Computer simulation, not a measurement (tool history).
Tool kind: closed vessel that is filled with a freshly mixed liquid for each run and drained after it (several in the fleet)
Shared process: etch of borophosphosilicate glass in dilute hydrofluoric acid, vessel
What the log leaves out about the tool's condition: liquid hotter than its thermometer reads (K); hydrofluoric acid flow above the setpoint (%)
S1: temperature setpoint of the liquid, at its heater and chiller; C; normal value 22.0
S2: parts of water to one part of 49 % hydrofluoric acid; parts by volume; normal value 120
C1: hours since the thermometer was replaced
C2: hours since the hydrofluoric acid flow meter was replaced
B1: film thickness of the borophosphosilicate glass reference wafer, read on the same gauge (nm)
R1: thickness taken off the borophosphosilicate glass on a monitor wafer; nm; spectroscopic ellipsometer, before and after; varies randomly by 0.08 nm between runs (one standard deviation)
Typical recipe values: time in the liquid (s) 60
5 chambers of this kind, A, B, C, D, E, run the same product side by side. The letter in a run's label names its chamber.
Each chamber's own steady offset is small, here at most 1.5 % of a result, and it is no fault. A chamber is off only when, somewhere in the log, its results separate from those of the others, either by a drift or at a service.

Run 1D, hour 6.4: usual settings; C1 408.3; C2 455.7; B1 80.000. Result: R1 17.2380 nm.
Run 2A, hour 15.2: usual settings; C1 65.5; C2 747.7; B1 80.007. Result: R1 17.1760 nm.
Run 3B, hour 22.7: usual settings; C1 709.9; C2 364.1; B1 79.993. Result: R1 17.1580 nm.
Run 4C, hour 36.0: usual settings; C1 806.7; C2 39.1; B1 79.988. Result: R1 16.9100 nm.
Run 5E, hour 48.6: usual settings but time in the liquid (s) 35; C1 1629.1; C2 60.6; B1 79.989. Result: R1 9.8951 nm.
At hour 52.1: chamber B: thermometer replaced.
Run 6C, hour 58.1: usual settings but time in the liquid (s) 35; C1 828.8; C2 61.2; B1 79.994. Result: R1 9.8973 nm.
Run 7D, hour 67.8: usual settings but time in the liquid (s) 35; C1 469.7; C2 517.1; B1 79.990. Result: R1 9.9689 nm.
Run 8A, hour 74.1: usual settings but time in the liquid (s) 35; C1 124.4; C2 806.6; B1 79.990. Result: R1 9.9368 nm.
Run 9E, hour 80.5: usual settings but time in the liquid (s) 35; C1 1661.0; C2 92.5; B1 80.001. Result: R1 9.8818 nm.
Run 10B, hour 86.7: usual settings; C1 34.6; C2 428.1; B1 79.999. Result: R1 17.2520 nm.
Run 11B, hour 93.3: usual settings; C1 41.2; C2 434.7; B1 80.016. Result: R1 17.1340 nm.
Run 12A, hour 105.7: usual settings; C1 156.0; C2 838.2; B1 80.022. Result: R1 17.0760 nm.
Run 13C, hour 111.9: usual settings; C1 882.6; C2 115.0; B1 80.003. Result: R1 16.7960 nm.
Run 14D, hour 120.1: usual settings; C1 522.0; C2 569.4; B1 80.011. Result: R1 17.0800 nm.
Run 15E, hour 131.3: usual settings; C1 1711.8; C2 143.3; B1 79.975. Result: R1 16.9760 nm.
Run 16E, hour 143.0: usual settings; C1 1723.5; C2 155.0; B1 80.004. Result: R1 17.0160 nm.
Run 17D, hour 153.5: usual settings; C1 555.4; C2 602.8; B1 80.016. Result: R1 17.0760 nm.
Run 18B, hour 160.6: usual settings; C1 108.5; C2 502.0; B1 80.006. Result: R1 17.2270 nm.
Run 19A, hour 167.5: usual settings; C1 217.8; C2 900.0; B1 80.010. Result: R1 17.1170 nm.
Run 20C, hour 177.3: usual settings but S2 150 parts by volume; C1 948.0; C2 180.4; B1 80.014. Result: R1 13.1090 nm.
Run 21D, hour 185.2: usual settings but S2 150 parts by volume; C1 587.1; C2 634.5; B1 79.984. Result: R1 13.2330 nm.
Run 22E, hour 196.6: usual settings but S2 150 parts by volume; C1 1777.1; C2 208.6; B1 80.016. Result: R1 13.1060 nm.
Run 23A, hour 204.6: usual settings but S2 150 parts by volume; C1 254.9; C2 937.1; B1 79.991. Result: R1 13.1940 nm.
Run 24B, hour 218.0: usual settings but S2 150 parts by volume; C1 165.9; C2 559.4; B1 80.008. Result: R1 13.3270 nm.
Run 25C, hour 228.1: usual settings; C1 998.8; C2 231.2; B1 80.006. Result: R1 17.0330 nm.
Run 26C, hour 237.6: usual settings; C1 1008.3; C2 240.7; B1 79.993. Result: R1 17.0450 nm.
Run 27D, hour 249.9: usual settings; C1 651.8; C2 699.2; B1 79.987. Result: R1 17.1730 nm.
Run 28A, hour 259.2: usual settings but S1 19.5 C; C1 309.5; C2 991.7; B1 79.989. Result: R1 15.4880 nm.
Run 29E, hour 268.3: usual settings but S1 19.5 C; C1 1848.8; C2 280.3; B1 79.994. Result: R1 15.2670 nm.
Run 30B, hour 280.3: usual settings but S1 19.5 C; C1 228.2; C2 621.7; B1 79.977. Result: R1 15.3770 nm.
Run 31A, hour 293.5: usual settings but S1 19.5 C; C1 343.8; C2 1026.0; B1 79.980. Result: R1 15.4390 nm.
Run 32D, hour 305.7: usual settings but S1 19.5 C; C1 707.6; C2 755.0; B1 80.028. Result: R1 15.4520 nm.
Run 33E, hour 316.0: usual settings; C1 1896.5; C2 328.0; B1 79.979. Result: R1 16.9140 nm.
Run 34B, hour 326.9: usual settings; C1 274.8; C2 668.3; B1 79.986. Result: R1 17.1140 nm.
Run 35C, hour 338.4: usual settings; C1 1109.1; C2 341.5; B1 79.991. Result: R1 16.9380 nm.

Which is it: a chamber that has drifted or been left off by a service, a gauge drift common to all chambers, or only each chamber's usual small offset? If a chamber is off, name it and its likeliest cause.

Beyond each chamber's small constant offset nothing stands out, and the gauge stays steady.
